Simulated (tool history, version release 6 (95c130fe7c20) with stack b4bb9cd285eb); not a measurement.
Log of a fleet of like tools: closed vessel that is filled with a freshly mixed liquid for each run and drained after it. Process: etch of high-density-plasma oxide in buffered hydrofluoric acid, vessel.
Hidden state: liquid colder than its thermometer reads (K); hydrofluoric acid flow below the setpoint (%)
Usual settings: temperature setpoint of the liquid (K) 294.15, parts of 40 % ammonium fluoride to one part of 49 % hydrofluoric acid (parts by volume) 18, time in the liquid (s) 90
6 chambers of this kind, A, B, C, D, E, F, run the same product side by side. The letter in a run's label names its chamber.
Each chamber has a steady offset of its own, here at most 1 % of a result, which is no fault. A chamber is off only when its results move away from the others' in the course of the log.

run,day,temperature setpoint of the liquid (K),parts of 40 % ammonium fluoride to one part of 49 % hydrofluoric acid (parts by volume),time in the liquid (s),hours since the thermometer was replaced,hours since the hydrofluoric acid flow meter was replaced,"read-back film thickness of the high-density-plasma oxide reference wafer, read on the same gauge (nm)",thickness taken off the high-density-plasma oxide on a monitor wafer (Å)
1F,0.300,294.15,18,90,686.7,180.3,70.003,534.35
2A,0.642,294.15,18,90,836.9,488.8,69.986,528.10
3D,0.912,294.15,18,90,1237.4,126.4,69.976,533.21
4E,1.138,294.15,18,90,465.6,254.7,69.993,532.96
5C,1.325,294.15,18,90,1174.7,533.7,69.964,537.19
6B,1.671,298.15,18,105,821.0,810.8,70.015,780.43
7B,2.029,298.15,18,105,829.6,819.4,69.974,772.60
8A,2.188,298.15,18,105,874.0,525.9,70.000,768.70
9F,2.508,298.15,18,105,739.7,233.3,69.993,775.33
10D,2.683,298.15,18,105,1279.9,168.9,70.014,779.62
11E,2.862,298.15,18,105,507.0,296.1,70.012,779.04
12C,3.125,297.65,18,90,1217.9,576.9,70.025,651.94
13F,3.488,297.65,18,90,763.2,256.8,69.987,643.91
14D,3.846,297.65,18,90,1307.8,196.8,69.975,651.47
15E,4.162,297.65,18,90,538.2,327.3,69.972,651.96
16C,4.358,297.65,18,90,1247.5,606.5,69.920,645.54
17B,4.538,297.65,18,90,889.8,879.6,70.020,638.89
18A,4.804,294.15,18,90,936.8,588.7,70.048,525.27
19E,5.029,294.15,18,90,559.0,348.1,70.023,535.94
20B,5.367,294.15,18,90,909.7,899.5,70.028,524.50
21C,5.704,294.15,18,90,1279.8,638.8,70.051,534.35
# day 5.954: chamber C: hydrofluoric acid flow meter replaced
22F,6.050,294.15,18,90,824.7,318.3,70.057,535.39
23A,6.271,294.15,18,90,972.0,623.9,70.010,531.27
24D,6.596,294.15,18,90,1373.8,262.8,70.009,534.87
25B,6.954,294.15,18,90,947.8,937.6,70.033,516.24
26A,7.158,298.65,18,90,993.3,645.2,69.992,677.88
27F,7.475,298.65,18,90,858.9,352.5,69.952,680.68
28D,7.742,298.65,18,90,1401.3,290.3,70.012,684.64
29C,8.017,298.65,18,90,1335.3,49.6,69.984,679.93
30E,8.367,298.65,18,90,639.1,428.2,69.968,683.15
31B,8.562,298.65,18,90,986.4,976.2,69.999,665.56
32C,8.858,294.15,18,90,1355.5,69.8,69.956,533.34
33F,9.146,294.15,18,90,899.0,392.6,70.030,532.62
34D,9.338,294.15,18,90,1439.6,328.6,70.017,535.76
35E,9.667,294.15,18,90,670.3,459.4,70.028,534.16
36A,9.917,294.15,18,90,1059.5,711.4,69.924,530.19
37F,10.083,290.15,18,40,921.5,415.1,69.978,190.24
38C,10.308,290.15,18,40,1390.3,104.6,70.023,191.04
39D,10.671,290.15,18,40,1471.6,360.6,69.972,189.42
40E,10.996,290.15,18,40,702.2,491.3,70.026,189.16

Is one chamber off against the others, does the gauge drift, or is nothing wrong? If a chamber is off, say which, and what the likeliest cause is.

Chamber B drifts away from the others.
Cause: liquid colder than its thermometer reads (K) = 0.885.
The log may not tell that from: hydrofluoric acid flow below the setpoint (%).

Here are 4 candidates for chamber B's next run, each the usual settings with a change, their results left as question marks. Which one brings its results back in line with what the others give on the usual settings?
In line means no further than this from the other chambers' mean on the usual settings: thickness taken off the high-density-plasma oxide on a monitor wafer (Å) 8.00
41B-1,11.262,293.65,18.5,90,,,,?
41B-2,11.262,293.65,18.0,90,,,,?
41B-3,11.262,294.15,18.0,95,,,,?
41B-4,11.262,294.15,17.5,90,,,,?

The other chambers' mean on the usual settings: thickness taken off the high-density-plasma oxide on a monitor wafer (Å) 533.19
run,thickness taken off the high-density-plasma oxide on a monitor wafer (Å)
41B-1,478.13
41B-2,491.06
41B-3,533.40
41B-4,519.34
41B-3 brings the chamber back in line.
